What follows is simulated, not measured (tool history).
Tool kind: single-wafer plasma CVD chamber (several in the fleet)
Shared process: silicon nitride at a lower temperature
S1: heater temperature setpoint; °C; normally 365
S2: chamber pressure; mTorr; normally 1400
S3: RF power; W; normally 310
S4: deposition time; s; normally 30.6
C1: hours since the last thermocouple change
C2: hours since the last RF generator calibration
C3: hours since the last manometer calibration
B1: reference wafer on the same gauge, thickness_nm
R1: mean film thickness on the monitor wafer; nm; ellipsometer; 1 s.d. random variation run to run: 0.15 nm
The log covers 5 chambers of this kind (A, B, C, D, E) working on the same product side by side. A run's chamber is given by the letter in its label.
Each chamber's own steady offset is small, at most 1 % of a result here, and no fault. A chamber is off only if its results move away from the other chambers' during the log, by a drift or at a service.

run,hour,S1,S2,S3,S4,C1,C2,C3,B1,R1
1D,7.3,365,1400,310,30.6,58.9,520.1,125.2,32.426,34.960
2C,20.2,365,1400,310,30.6,899.8,1158.0,73.6,32.370,35.552
3A,31.8,365,1400,310,30.6,878.4,664.2,1849.5,32.391,35.559
4B,38.8,365,1400,310,30.6,2278.6,2035.7,428.6,32.364,35.335
5E,49.6,365,1400,260,30.6,1122.5,757.4,478.7,32.392,31.142
6B,58.8,365,1400,260,30.6,2298.6,2055.7,448.6,32.397,31.267
7A,70.4,365,1400,260,30.6,917.0,702.8,1888.1,32.396,31.389
# hour 71.8: chamber B: thermocouple changed; heater temperature recalibrated
8C,77.9,365,1400,260,30.6,957.5,1215.7,131.3,32.404,30.958
9E,86.0,365,1400,260,30.6,1158.9,793.8,515.1,32.391,31.281
10D,94.9,365,1400,310,30.6,146.5,607.7,212.8,32.376,34.832
11D,102.8,365,1400,310,30.6,154.4,615.6,220.7,32.365,34.867
12A,115.3,365,1400,310,30.6,961.9,747.7,1933.0,32.384,35.204
# hour 118.9: chamber B: RF generator calibrated
13B,123.7,365,1400,310,30.6,52.0,4.9,513.5,32.359,35.304
# hour 124.9: chamber E: RF generator calibrated
14E,135.2,365,1400,310,30.6,1208.1,10.3,564.3,32.381,35.037
15C,143.0,365,1400,310,30.6,1022.6,1280.8,196.4,32.377,34.668
16B,152.5,365,1400,310,30.6,80.8,33.7,542.3,32.383,35.441
17E,158.5,379,1400,310,36.2,1231.4,33.6,587.6,32.409,40.753
18A,167.2,379,1400,310,36.2,1013.8,799.6,1984.9,32.426,41.451
19D,173.0,379,1400,310,36.2,224.6,685.8,290.9,32.399,41.004
20C,179.0,379,1400,310,36.2,1058.6,1316.8,232.4,32.386,40.498
21C,186.5,379,1400,310,36.2,1066.1,1324.3,239.9,32.376,40.218
22D,196.9,354,1400,310,30.6,248.5,709.7,314.8,32.384,34.914
23E,209.4,354,1400,310,30.6,1282.3,84.5,638.5,32.399,35.273
24A,221.3,354,1400,310,30.6,1067.9,853.7,2039.0,32.376,35.534
25B,229.8,354,1400,310,30.6,158.1,111.0,619.6,32.414,35.374
26D,237.9,354,1400,310,30.6,289.5,750.7,355.8,32.413,34.911
27B,244.2,365,1400,310,30.6,172.5,125.4,634.0,32.374,35.293
28E,254.7,365,1400,310,30.6,1327.6,129.8,683.8,32.413,35.165
29A,265.3,365,1400,310,30.6,1111.9,897.7,2083.0,32.383,35.300
30C,271.0,365,1400,310,30.6,1150.6,1408.8,324.4,32.396,33.710
31C,278.2,365,1400,310,30.6,1157.8,1416.0,331.6,32.425,33.767
32A,288.6,365,1400,310,30.6,1135.2,921.0,2106.3,32.397,35.311
33E,299.3,365,1400,310,30.6,1372.2,174.4,728.4,32.388,35.172
34B,309.6,365,1590,310,34.4,237.9,190.8,699.4,32.426,41.066

For the next run the whole fleet of 5 chambers uses the same settings. Give each chamber's results:
35A,319.1,365,1400,270,30.6,,,,,?
35B,319.1,365,1400,270,30.6,,,,,?
35C,319.1,365,1400,270,30.6,,,,,?
35D,319.1,365,1400,270,30.6,,,,,?
35E,319.1,365,1400,270,30.6,,,,,?

run,R1
35A,32.349
35B,32.227
35C,30.586
35D,31.842
35E,31.916
